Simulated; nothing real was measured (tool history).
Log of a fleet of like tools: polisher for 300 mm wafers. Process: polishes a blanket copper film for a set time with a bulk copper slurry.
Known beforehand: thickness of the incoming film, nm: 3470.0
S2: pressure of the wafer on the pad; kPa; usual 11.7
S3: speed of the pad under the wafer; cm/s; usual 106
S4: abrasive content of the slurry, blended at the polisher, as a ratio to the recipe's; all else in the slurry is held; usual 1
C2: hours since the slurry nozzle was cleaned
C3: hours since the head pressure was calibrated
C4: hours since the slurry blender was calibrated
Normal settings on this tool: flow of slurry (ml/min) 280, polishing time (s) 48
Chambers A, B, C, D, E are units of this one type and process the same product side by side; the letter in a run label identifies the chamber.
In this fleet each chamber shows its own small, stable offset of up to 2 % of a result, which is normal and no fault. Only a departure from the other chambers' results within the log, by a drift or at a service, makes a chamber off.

Run 1D, hour 5.2: usual settings; wafers polished on this pad 1137; C2 184.3; C3 176.0; C4 145.8. Result: film removed (nm) 329.98.
Run 2E, hour 9.4: usual settings; wafers polished on this pad 998; C2 350.8; C3 549.5; C4 63.3. Result: film removed (nm) 334.45.
Run 3B, hour 12.9: usual settings; wafers polished on this pad 186; C2 97.5; C3 203.4; C4 52.5. Result: film removed (nm) 348.10.
Run 4A, hour 17.2: usual settings; wafers polished on this pad 705; C2 311.6; C3 191.7; C4 210.6. Result: film removed (nm) 332.71.
At hour 18.5: chamber E: worn pad replaced by a new one.
At hour 21.7: chamber D: worn pad replaced by a new one.
Run 5C, hour 22.8: usual settings; wafers polished on this pad 399; C2 166.9; C3 1203.3; C4 332.3. Result: film removed (nm) 330.48.
Run 6B, hour 25.7: usual settings; wafers polished on this pad 270; C2 110.3; C3 216.2; C4 65.3. Result: film removed (nm) 342.12.
At hour 29.5: chamber C: slurry blender recalibrated.
Run 7C, hour 29.5: usual settings; wafers polished on this pad 443; C2 173.6; C3 1210.0; C4 0.0. Result: film removed (nm) 329.23.
Run 8D, hour 34.4: usual settings but S2 13.1 kPa; wafers polished on this pad 83; C2 213.5; C3 205.2; C4 175.0. Result: film removed (nm) 380.36.
Run 9E, hour 38.4: usual settings but S2 13.1 kPa; wafers polished on this pad 131; C2 379.8; C3 578.5; C4 92.3. Result: film removed (nm) 377.18.
Run 10A, hour 42.3: usual settings but S2 13.1 kPa; wafers polished on this pad 870; C2 336.7; C3 216.8; C4 235.7. Result: film removed (nm) 369.49.
Run 11A, hour 48.5: usual settings but S2 13.1 kPa; wafers polished on this pad 911; C2 342.9; C3 223.0; C4 241.9. Result: film removed (nm) 367.61.
Run 12C, hour 55.2: usual settings but S2 13.1 kPa; wafers polished on this pad 613; C2 199.3; C3 1235.7; C4 25.7. Result: film removed (nm) 365.08.
At hour 57.6: chamber B: worn pad replaced by a new one.
At hour 59.6: chamber A: worn pad replaced by a new one.
Run 13B, hour 59.9: usual settings; wafers polished on this pad 15; C2 144.5; C3 250.4; C4 99.5. Result: film removed (nm) 344.46.
Run 14D, hour 65.5: usual settings; wafers polished on this pad 288; C2 244.6; C3 236.3; C4 206.1. Result: film removed (nm) 331.78.
Run 15E, hour 68.7: usual settings but flow of slurry (ml/min) 245, polishing time (s) 32; wafers polished on this pad 330; C2 410.1; C3 608.8; C4 122.6. Result: film removed (nm) 221.70.
Run 16A, hour 72.6: usual settings but flow of slurry (ml/min) 245, polishing time (s) 32; wafers polished on this pad 86; C2 367.0; C3 247.1; C4 266.0. Result: film removed (nm) 222.87.
Run 17E, hour 76.5: usual settings but flow of slurry (ml/min) 245, polishing time (s) 32; wafers polished on this pad 381; C2 417.9; C3 616.6; C4 130.4. Result: film removed (nm) 216.48.
Run 18C, hour 81.4: usual settings but flow of slurry (ml/min) 245, polishing time (s) 32; wafers polished on this pad 785; C2 225.5; C3 1261.9; C4 51.9. Result: film removed (nm) 217.56.
Run 19B, hour 85.4: usual settings but flow of slurry (ml/min) 245, polishing time (s) 32; wafers polished on this pad 183; C2 170.0; C3 275.9; C4 125.0. Result: film removed (nm) 228.40.
Run 20D, hour 88.6: usual settings; wafers polished on this pad 440; C2 267.7; C3 259.4; C4 229.2. Result: film removed (nm) 335.21.
Run 21A, hour 91.8: usual settings; wafers polished on this pad 212; C2 386.2; C3 266.3; C4 285.2. Result: film removed (nm) 336.01.
Run 22E, hour 97.0: usual settings; wafers polished on this pad 516; C2 438.4; C3 637.1; C4 150.9. Result: film removed (nm) 331.38.
Run 23D, hour 101.9: usual settings; wafers polished on this pad 527; C2 281.0; C3 272.7; C4 242.5. Result: film removed (nm) 331.20.
Run 24C, hour 107.4: usual settings but S2 8.3 kPa, S3 130 cm/s; wafers polished on this pad 956; C2 251.5; C3 1287.9; C4 77.9. Result: film removed (nm) 281.17.
Run 25B, hour 113.5: usual settings but S2 8.3 kPa, S3 130 cm/s; wafers polished on this pad 368; C2 198.1; C3 304.0; C4 153.1. Result: film removed (nm) 310.85.
Run 26E, hour 116.9: usual settings but S2 8.3 kPa, S3 130 cm/s; wafers polished on this pad 647; C2 458.3; C3 657.0; C4 170.8. Result: film removed (nm) 285.50.
Run 27C, hour 120.7: usual settings but S2 8.3 kPa, S3 130 cm/s; wafers polished on this pad 1043; C2 264.8; C3 1301.2; C4 91.2. Result: film removed (nm) 287.34.
At hour 121.9: chamber C: worn pad replaced by a new one.
Run 28B, hour 123.8: usual settings but S2 8.3 kPa, S3 130 cm/s; wafers polished on this pad 435; C2 208.4; C3 314.3; C4 163.4. Result: film removed (nm) 310.79.
Run 29A, hour 127.3: usual settings but S2 9.0 kPa, S3 74 cm/s; wafers polished on this pad 445; C2 421.7; C3 301.8; C4 320.7. Result: film removed (nm) 176.20.
At hour 131.5: chamber B: worn pad replaced by a new one.
Run 30D, hour 133.1: usual settings but S2 9.0 kPa, S3 74 cm/s; wafers polished on this pad 733; C2 312.2; C3 303.9; C4 273.7. Result: film removed (nm) 176.75.
At hour 137.3: chamber D: slurry nozzle cleaned.
Run 31B, hour 138.2: usual settings but S2 9.0 kPa, S3 74 cm/s; wafers polished on this pad 44; C2 222.8; C3 328.7; C4 177.8. Result: film removed (nm) 201.09.
Run 32D, hour 141.6: usual settings but S2 9.0 kPa, S3 74 cm/s; wafers polished on this pad 789; C2 4.4; C3 312.4; C4 282.2. Result: film removed (nm) 179.41.
Run 33A, hour 147.9: usual settings but S2 9.0 kPa, S3 74 cm/s; wafers polished on this pad 581; C2 442.3; C3 322.4; C4 341.3. Result: film removed (nm) 177.28.
Run 34E, hour 153.5: usual settings; wafers polished on this pad 888; C2 494.9; C3 693.6; C4 207.4. Result: film removed (nm) 342.19.
Run 35C, hour 158.7: usual settings; wafers polished on this pad 242; C2 302.8; C3 1339.2; C4 129.2. Result: film removed (nm) 326.24.

Is one chamber out of step, is the gauge drifting, or do the chambers differ by no more than their own small offsets? For an off chamber, give its letter and the likeliest cause.

One chamber, B, drifts off from the rest bit by bit.
Cause: head's pressure above its setpoint, % = 9.71.

Here are 4 candidates for chamber B's next run, each the usual settings with a change, their results left as question marks. Which one brings its results back in line with what the others give on the usual settings?
A result is in line if it is within this distance of the other chambers' mean on the usual settings: film removed (nm) 15.00
Run 36B-1, hour 163.4: usual settings but polishing time (s) 46. Result: film removed (nm) ?.
Run 36B-2, hour 163.4: usual settings but S2 11.0 kPa, S3 100 cm/s. Result: film removed (nm) ?.
Run 36B-3, hour 163.4: usual settings but S3 110 cm/s. Result: film removed (nm) ?.
Run 36B-4, hour 163.4: usual settings but S2 12.4 kPa, polishing time (s) 51. Result: film removed (nm) ?.

What the other chambers average on the usual settings: film removed (nm) 332.15
  run  film removed (nm)
36B-1             357.65
36B-2             331.93
36B-3             387.07
36B-4             419.55
36B-2 puts the chamber back in line with the other chambers.

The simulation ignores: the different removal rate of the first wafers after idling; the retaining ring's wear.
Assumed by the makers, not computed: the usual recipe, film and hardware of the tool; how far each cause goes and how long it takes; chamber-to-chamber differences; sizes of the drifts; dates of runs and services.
